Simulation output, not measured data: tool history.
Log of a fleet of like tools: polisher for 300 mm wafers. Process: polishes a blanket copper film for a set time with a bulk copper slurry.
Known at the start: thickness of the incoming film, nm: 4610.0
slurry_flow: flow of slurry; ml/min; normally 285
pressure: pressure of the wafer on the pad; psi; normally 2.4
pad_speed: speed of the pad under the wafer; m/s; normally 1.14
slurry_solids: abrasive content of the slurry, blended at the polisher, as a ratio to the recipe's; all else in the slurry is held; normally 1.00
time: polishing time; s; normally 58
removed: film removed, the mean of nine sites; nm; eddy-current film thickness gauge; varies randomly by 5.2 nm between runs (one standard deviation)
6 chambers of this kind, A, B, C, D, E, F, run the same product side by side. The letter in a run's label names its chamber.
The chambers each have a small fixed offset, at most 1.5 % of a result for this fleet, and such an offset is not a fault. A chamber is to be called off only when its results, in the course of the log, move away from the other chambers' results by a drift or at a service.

| run | hour | slurry_flow | pressure | pad_speed | slurry_solids | time | wafers polished on this pad | hours since the slurry nozzle was cleaned | hours since the head pressure was calibrated | hours since the slurry blender was calibrated | removed |
|---|---|---|---|---|---|---|---|---|---|---|---|
| 1E | 5.3 | 285 | 2.4 | 1.14 | 1.00 | 58 | 420 | 325.6 | 668.7 | 30.2 | 473.75 |
|  | 9.5 | chamber F: worn pad replaced by a new one |
|  | 11.1 | chamber B: worn pad replaced by a new one |
|  | 13.2 | chamber B: slurry blender recalibrated |
|  | 14.3 | chamber C: worn pad replaced by a new one |
| 2F | 14.9 | 285 | 2.4 | 1.14 | 1.00 | 58 | 56 | 16.0 | 332.9 | 257.9 | 462.11 |
| 3C | 20.7 | 285 | 2.4 | 1.14 | 1.00 | 58 | 66 | 29.4 | 305.1 | 71.1 | 476.52 |
| 4D | 30.1 | 285 | 2.4 | 1.14 | 1.00 | 58 | 680 | 197.6 | 79.9 | 40.4 | 458.71 |
|  | 32.8 | chamber E: worn pad replaced by a new one |
| 5A | 39.8 | 285 | 2.4 | 1.14 | 1.00 | 58 | 499 | 398.5 | 373.9 | 367.5 | 459.52 |
|  | 47.6 | chamber D: worn pad replaced by a new one |
| 6B | 50.7 | 205 | 2.4 | 1.14 | 1.00 | 65 | 410 | 728.7 | 497.8 | 37.6 | 489.27 |
|  | 58.1 | chamber A: worn pad replaced by a new one |
| 7A | 60.3 | 205 | 2.4 | 1.14 | 1.00 | 65 | 23 | 419.0 | 394.4 | 388.0 | 502.90 |
|  | 65.8 | chamber F: worn pad replaced by a new one |
| 8F | 67.9 | 205 | 2.4 | 1.14 | 1.00 | 65 | 22 | 69.0 | 385.9 | 310.9 | 500.58 |
| 9C | 73.5 | 205 | 2.4 | 1.14 | 1.00 | 65 | 613 | 82.2 | 357.9 | 123.9 | 508.20 |
| 10E | 81.0 | 205 | 2.4 | 1.14 | 1.00 | 65 | 499 | 401.3 | 744.4 | 105.9 | 505.96 |
|  | 88.3 | chamber E: worn pad replaced by a new one |
|  | 89.1 | chamber A: slurry blender recalibrated |
| 11D | 91.9 | 205 | 2.4 | 1.14 | 1.00 | 65 | 458 | 259.4 | 141.7 | 102.2 | 489.21 |
|  | 92.6 | chamber E: slurry nozzle cleaned |
|  | 93.0 | chamber B: worn pad replaced by a new one |
| 12B | 100.7 | 285 | 2.4 | 1.14 | 1.00 | 58 | 80 | 778.7 | 547.8 | 87.6 | 459.00 |
| 13E | 108.5 | 285 | 2.4 | 1.14 | 1.00 | 58 | 209 | 16.0 | 771.9 | 133.4 | 477.34 |
|  | 114.1 | chamber E: slurry blender recalibrated |
| 14A | 117.4 | 285 | 2.4 | 1.14 | 1.00 | 58 | 614 | 476.1 | 451.5 | 28.4 | 465.17 |
|  | 117.7 | chamber F: worn pad replaced by a new one |
|  | 119.9 | chamber A: worn pad replaced by a new one |
| 15C | 128.1 | 285 | 2.4 | 1.14 | 1.00 | 58 | 1178 | 136.8 | 412.5 | 178.5 | 463.26 |
|  | 129.2 | chamber D: slurry nozzle cleaned |
|  | 133.6 | chamber C: worn pad replaced by a new one |
| 16F | 135.8 | 285 | 2.4 | 1.14 | 1.00 | 58 | 187 | 136.9 | 453.8 | 378.8 | 450.07 |
|  | 141.4 | chamber E: worn pad replaced by a new one |
|  | 142.3 | chamber D: worn pad replaced by a new one |
| 17B | 143.2 | 285 | 2.4 | 1.14 | 1.00 | 58 | 519 | 821.2 | 590.3 | 130.1 | 461.59 |
|  | 151.0 | chamber C: head pressure recalibrated |
| 18D | 151.4 | 285 | 2.4 | 1.14 | 1.00 | 58 | 95 | 22.2 | 201.2 | 161.7 | 456.25 |
| 19D | 158.2 | 285 | 2.4 | 1.14 | 1.00 | 58 | 165 | 29.0 | 208.0 | 168.5 | 454.80 |
| 20B | 166.4 | 285 | 2.4 | 1.14 | 1.00 | 58 | 760 | 844.4 | 613.5 | 153.3 | 456.29 |
|  | 172.6 | chamber B: worn pad replaced by a new one |
|  | 175.2 | chamber A: worn pad replaced by a new one |
| 21E | 175.7 | 285 | 2.4 | 1.14 | 1.00 | 58 | 355 | 83.2 | 839.1 | 61.7 | 463.38 |
|  | 177.4 | chamber F: worn pad replaced by a new one |
|  | 183.4 | chamber B: head pressure recalibrated |
| 22A | 185.0 | 285 | 2.4 | 1.14 | 1.00 | 58 | 101 | 543.7 | 519.1 | 96.0 | 468.52 |
| 23F | 195.0 | 285 | 2.4 | 1.14 | 1.00 | 58 | 182 | 196.1 | 513.0 | 438.0 | 439.47 |
|  | 200.1 | chamber E: worn pad replaced by a new one |
| 24C | 202.4 | 285 | 2.4 | 1.14 | 1.00 | 58 | 712 | 211.1 | 51.4 | 252.8 | 464.22 |
| 25C | 207.9 | 225 | 2.4 | 1.14 | 1.00 | 58 | 769 | 216.6 | 56.9 | 258.3 | 460.06 |
| 26B | 216.6 | 225 | 2.4 | 1.14 | 1.00 | 58 | 455 | 894.6 | 33.3 | 203.5 | 446.88 |
|  | 217.7 | chamber B: slurry blender recalibrated |
| 27A | 222.3 | 225 | 2.4 | 1.14 | 1.00 | 58 | 487 | 581.0 | 556.4 | 133.3 | 446.20 |
|  | 226.8 | chamber A: worn pad replaced by a new one |
| 28E | 227.8 | 225 | 2.4 | 1.14 | 1.00 | 58 | 287 | 135.3 | 891.2 | 113.8 | 461.88 |
|  | 228.5 | chamber D: worn pad replaced by a new one |
|  | 235.2 | chamber E: slurry blender recalibrated |
| 29F | 236.2 | 225 | 2.4 | 1.14 | 1.00 | 58 | 609 | 237.3 | 554.2 | 479.2 | 419.75 |
|  | 237.2 | chamber F: worn pad replaced by a new one |
| 30D | 246.0 | 225 | 2.4 | 1.14 | 1.00 | 58 | 181 | 116.8 | 295.8 | 256.3 | 452.94 |
|  | 254.2 | chamber B: worn pad replaced by a new one |
| 31A | 254.2 | 285 | 2.4 | 1.14 | 1.00 | 58 | 284 | 612.9 | 588.3 | 165.2 | 471.71 |
| 32D | 259.2 | 285 | 2.4 | 1.14 | 1.00 | 58 | 317 | 130.0 | 309.0 | 269.5 | 456.70 |
|  | 263.0 | chamber E: worn pad replaced by a new one |
| 33E | 264.9 | 285 | 2.4 | 1.14 | 1.00 | 58 | 20 | 172.4 | 928.3 | 29.7 | 469.45 |
|  | 268.0 | chamber C: worn pad replaced by a new one |
| 34B | 271.1 | 285 | 2.4 | 1.14 | 1.00 | 58 | 175 | 949.1 | 87.8 | 53.4 | 467.40 |
| 35F | 276.5 | 285 | 2.4 | 1.14 | 1.15 | 58 | 407 | 277.6 | 594.5 | 519.5 | 429.92 |
| 36C | 284.5 | 285 | 2.4 | 1.14 | 1.15 | 58 | 171 | 293.2 | 133.5 | 334.9 | 479.26 |
| 37C | 293.5 | 285 | 2.4 | 1.14 | 1.15 | 58 | 264 | 302.2 | 142.5 | 343.9 | 473.77 |

Next, all 6 chambers run the settings below, one line each with question marks for the results. What does each chamber give?
| 38A | 301.7 | 285 | 2.4 | 1.14 | 1.00 | 65 |  |  |  |  | ? |
| 38B | 301.7 | 285 | 2.4 | 1.14 | 1.00 | 65 |  |  |  |  | ? |
| 38C | 301.7 | 285 | 2.4 | 1.14 | 1.00 | 65 |  |  |  |  | ? |
| 38D | 301.7 | 285 | 2.4 | 1.14 | 1.00 | 65 |  |  |  |  | ? |
| 38E | 301.7 | 285 | 2.4 | 1.14 | 1.00 | 65 |  |  |  |  | ? |
| 38F | 301.7 | 285 | 2.4 | 1.14 | 1.00 | 65 |  |  |  |  | ? |

| run | removed |
|---|---|
| 38A | 522.83 |
| 38B | 520.49 |
| 38C | 520.77 |
| 38D | 510.04 |
| 38E | 529.78 |
| 38F | 470.83 |
